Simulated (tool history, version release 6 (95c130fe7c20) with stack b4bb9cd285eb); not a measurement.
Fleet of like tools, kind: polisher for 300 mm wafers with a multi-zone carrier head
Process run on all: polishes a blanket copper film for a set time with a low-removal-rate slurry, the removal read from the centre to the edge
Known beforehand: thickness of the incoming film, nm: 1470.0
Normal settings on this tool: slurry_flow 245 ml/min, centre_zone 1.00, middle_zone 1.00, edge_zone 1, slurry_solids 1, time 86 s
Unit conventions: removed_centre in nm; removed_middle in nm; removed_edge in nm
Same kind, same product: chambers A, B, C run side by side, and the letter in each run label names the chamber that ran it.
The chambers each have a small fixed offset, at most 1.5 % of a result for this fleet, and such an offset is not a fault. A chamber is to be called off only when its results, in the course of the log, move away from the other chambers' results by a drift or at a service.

| run | hour | slurry_flow | centre_zone | middle_zone | edge_zone | slurry_solids | time | wafers polished on this pad | hours since the slurry nozzle was cleaned | hours since the centre zone pressure was calibrated | hours since the edge zone pressure was calibrated | removed_centre | removed_middle | removed_edge |
|---|---|---|---|---|---|---|---|---|---|---|---|---|---|---|
| 1A | 9.8 | 245 | 1.00 | 1.00 | 1 | 1 | 86 | 645 | 312.8 | 763.6 | 876.4 | 384.84 | 385.30 | 382.84 |
|  | 22.9 | chamber C: worn pad replaced by a new one |
| 2C | 23.7 | 245 | 1.00 | 1.00 | 1 | 1 | 86 | 10 | 90.8 | 424.0 | 1405.3 | 376.66 | 381.11 | 383.83 |
|  | 34.0 | chamber C: edge zone pressure recalibrated |
| 3B | 34.8 | 245 | 1.00 | 1.00 | 1 | 1 | 86 | 521 | 172.7 | 944.8 | 861.9 | 377.64 | 373.02 | 383.44 |
|  | 43.4 | chamber A: worn pad replaced by a new one |
| 4A | 44.0 | 245 | 1.00 | 1.00 | 1 | 1 | 86 | 8 | 347.0 | 797.8 | 910.6 | 387.21 | 385.56 | 376.91 |
| 5B | 54.1 | 245 | 1.00 | 1.00 | 1 | 1 | 86 | 763 | 192.0 | 964.1 | 881.2 | 377.19 | 377.72 | 381.88 |
| 6C | 64.6 | 245 | 1.00 | 1.00 | 1 | 1 | 86 | 522 | 131.7 | 464.9 | 30.7 | 371.22 | 377.04 | 381.27 |
| 7C | 74.7 | 175 | 1.00 | 1.00 | 1 | 1 | 86 | 648 | 141.8 | 475.0 | 40.8 | 356.15 | 368.23 | 371.05 |
|  | 80.0 | chamber B: centre zone pressure recalibrated |
| 8B | 82.1 | 175 | 1.00 | 1.00 | 1 | 1 | 86 | 1113 | 220.0 | 2.2 | 909.2 | 357.42 | 354.18 | 364.77 |
| 9A | 94.9 | 175 | 1.00 | 1.00 | 1 | 1 | 86 | 645 | 397.9 | 848.7 | 961.5 | 362.28 | 375.25 | 369.10 |
|  | 102.9 | chamber B: worn pad replaced by a new one |
| 10A | 108.3 | 245 | 1.00 | 1.00 | 1 | 1 | 86 | 813 | 411.3 | 862.1 | 974.9 | 377.17 | 377.71 | 376.30 |
| 11B | 120.1 | 245 | 1.00 | 1.00 | 1 | 1 | 86 | 216 | 258.0 | 40.2 | 947.2 | 377.24 | 377.15 | 376.42 |
|  | 122.1 | chamber C: centre zone pressure recalibrated |
|  | 123.8 | chamber C: worn pad replaced by a new one |
| 12C | 133.5 | 245 | 1.00 | 1.00 | 1 | 1 | 86 | 122 | 200.6 | 11.4 | 99.6 | 378.75 | 388.84 | 383.70 |
|  | 140.3 | chamber A: worn pad replaced by a new one |
| 13A | 145.2 | 245 | 1.00 | 1.00 | 1 | 1 | 86 | 61 | 448.2 | 899.0 | 1011.8 | 381.53 | 379.99 | 379.88 |
| 14C | 156.1 | 245 | 1.00 | 1.00 | 1 | 1 | 86 | 405 | 223.2 | 34.0 | 122.2 | 378.27 | 382.98 | 373.69 |
| 15B | 166.2 | 245 | 1.00 | 1.00 | 1 | 1 | 86 | 793 | 304.1 | 86.3 | 993.3 | 379.03 | 370.97 | 376.42 |
| 16A | 181.1 | 245 | 1.00 | 1.00 | 1 | 1 | 86 | 511 | 484.1 | 934.9 | 1047.7 | 381.42 | 387.80 | 380.46 |
| 17B | 196.2 | 245 | 1.00 | 1.00 | 1 | 1 | 86 | 1169 | 334.1 | 116.3 | 1023.3 | 375.14 | 378.94 | 369.13 |
| 18C | 204.6 | 245 | 1.00 | 1.00 | 1 | 1 | 86 | 1012 | 271.7 | 82.5 | 170.7 | 374.82 | 377.29 | 384.59 |
|  | 205.5 | chamber A: edge zone pressure recalibrated |
|  | 207.8 | chamber B: worn pad replaced by a new one |
| 19A | 217.1 | 245 | 1.00 | 1.00 | 1 | 1 | 86 | 961 | 520.1 | 970.9 | 11.7 | 383.25 | 386.21 | 380.87 |
|  | 223.5 | chamber C: worn pad replaced by a new one |
| 20B | 224.5 | 245 | 1.00 | 1.00 | 1 | 1 | 86 | 209 | 362.4 | 144.6 | 1051.6 | 379.32 | 369.75 | 381.67 |
| 21C | 238.3 | 245 | 0.92 | 1.00 | 1 | 1 | 86 | 185 | 305.4 | 116.2 | 204.4 | 341.83 | 370.92 | 382.11 |
|  | 241.0 | chamber A: worn pad replaced by a new one |
| 22A | 245.6 | 245 | 0.92 | 1.00 | 1 | 1 | 86 | 58 | 548.6 | 999.4 | 40.2 | 347.66 | 382.75 | 379.28 |
|  | 255.0 | chamber C: slurry nozzle cleaned |
| 23B | 259.2 | 245 | 0.92 | 1.00 | 1 | 1 | 86 | 643 | 397.1 | 179.3 | 1086.3 | 338.35 | 367.60 | 377.34 |
| 24C | 269.1 | 245 | 1.00 | 1.00 | 1 | 1 | 86 | 571 | 14.1 | 147.0 | 235.2 | 373.08 | 389.35 | 384.54 |
| 25C | 275.8 | 245 | 1.00 | 1.00 | 1 | 1 | 86 | 654 | 20.8 | 153.7 | 241.9 | 372.75 | 377.16 | 378.79 |
|  | 288.4 | chamber B: edge zone pressure recalibrated |
|  | 289.7 | chamber B: worn pad replaced by a new one |
| 26B | 289.8 | 245 | 1.00 | 1.00 | 1 | 1 | 86 | 2 | 427.7 | 209.9 | 1.5 | 369.41 | 364.22 | 374.90 |
|  | 291.6 | chamber A: centre zone pressure recalibrated |
| 27A | 304.7 | 245 | 1.00 | 1.00 | 1 | 1 | 86 | 797 | 607.7 | 13.2 | 99.3 | 386.77 | 390.09 | 385.88 |
|  | 309.1 | chamber C: worn pad replaced by a new one |
| 28A | 317.0 | 245 | 1.00 | 1.05 | 1 | 1 | 86 | 951 | 620.0 | 25.5 | 111.6 | 381.96 | 402.85 | 387.40 |
| 29B | 330.3 | 245 | 1.00 | 1.05 | 1 | 1 | 86 | 509 | 468.2 | 250.4 | 42.0 | 369.07 | 383.52 | 370.49 |
| 30C | 338.9 | 245 | 1.00 | 1.05 | 1 | 1 | 86 | 373 | 83.9 | 216.8 | 305.0 | 377.07 | 395.21 | 387.58 |
|  | 344.4 | chamber A: worn pad replaced by a new one |
| 31B | 353.7 | 245 | 1.00 | 1.00 | 1 | 1 | 86 | 802 | 491.6 | 273.8 | 65.4 | 366.24 | 365.12 | 368.26 |
| 32C | 366.8 | 245 | 1.00 | 1.00 | 1 | 1 | 86 | 722 | 111.8 | 244.7 | 332.9 | 375.24 | 383.96 | 385.99 |
| 33A | 378.7 | 245 | 1.00 | 1.00 | 1 | 1 | 86 | 429 | 681.7 | 87.2 | 173.3 | 378.37 | 374.12 | 380.01 |
|  | 379.3 | chamber B: worn pad replaced by a new one |
| 34A | 386.8 | 245 | 1.00 | 1.00 | 1 | 1 | 86 | 531 | 689.8 | 95.3 | 181.4 | 381.71 | 375.91 | 377.41 |
| 35B | 395.5 | 245 | 1.00 | 1.00 | 1 | 1 | 86 | 203 | 533.4 | 315.6 | 107.2 | 360.92 | 365.66 | 370.24 |
| 36C | 403.5 | 245 | 1.00 | 1.00 | 1 | 1 | 86 | 1182 | 148.5 | 281.4 | 369.6 | 378.64 | 382.27 | 380.66 |
| 37B | 413.5 | 245 | 1.00 | 1.00 | 1 | 1 | 86 | 428 | 551.4 | 333.6 | 125.2 | 357.42 | 364.19 | 370.53 |
|  | 419.3 | chamber C: worn pad replaced by a new one |
| 38C | 422.4 | 245 | 1.00 | 1.00 | 1 | 1 | 86 | 38 | 167.4 | 300.3 | 388.5 | 375.24 | 381.98 | 381.65 |
| 39A | 431.5 | 245 | 1.00 | 1.00 | 1 | 1 | 86 | 1090 | 734.5 | 140.0 | 226.1 | 384.60 | 388.18 | 375.52 |
|  | 442.2 | chamber A: slurry nozzle cleaned |
|  | 444.3 | chamber A: worn pad replaced by a new one |
| 40A | 445.6 | 245 | 1.00 | 1.00 | 1 | 1 | 86 | 17 | 3.4 | 154.1 | 240.2 | 384.43 | 389.69 | 375.78 |
| 41B | 452.5 | 245 | 1.00 | 1.00 | 1 | 1 | 86 | 916 | 590.4 | 372.6 | 164.2 | 360.27 | 365.44 | 361.27 |
| 42C | 463.9 | 245 | 1.00 | 1.00 | 1 | 1 | 86 | 558 | 208.9 | 341.8 | 430.0 | 376.12 | 392.42 | 380.28 |
|  | 469.7 | chamber B: worn pad replaced by a new one |
| 43B | 473.1 | 245 | 1.00 | 1.00 | 1 | 1 | 86 | 43 | 611.0 | 393.2 | 184.8 | 359.50 | 355.39 | 364.24 |
| 44C | 480.9 | 245 | 1.00 | 1.00 | 1 | 1 | 86 | 771 | 225.9 | 358.8 | 447.0 | 376.04 | 390.29 | 382.25 |

All 3 chambers run these settings next. Forecast each chamber's results:
| 45A | 491.7 | 330 | 1.00 | 1.00 | 1 | 1 | 86 |  |  |  |  | ? | ? | ? |
| 45B | 491.7 | 330 | 1.00 | 1.00 | 1 | 1 | 86 |  |  |  |  | ? | ? | ? |
| 45C | 491.7 | 330 | 1.00 | 1.00 | 1 | 1 | 86 |  |  |  |  | ? | ? | ? |

| run | removed_centre | removed_middle | removed_edge |
|---|---|---|---|
| 45A | 397.76 | 381.21 | 386.04 |
| 45B | 378.59 | 384.58 | 382.60 |
| 45C | 391.05 | 404.39 | 386.88 |
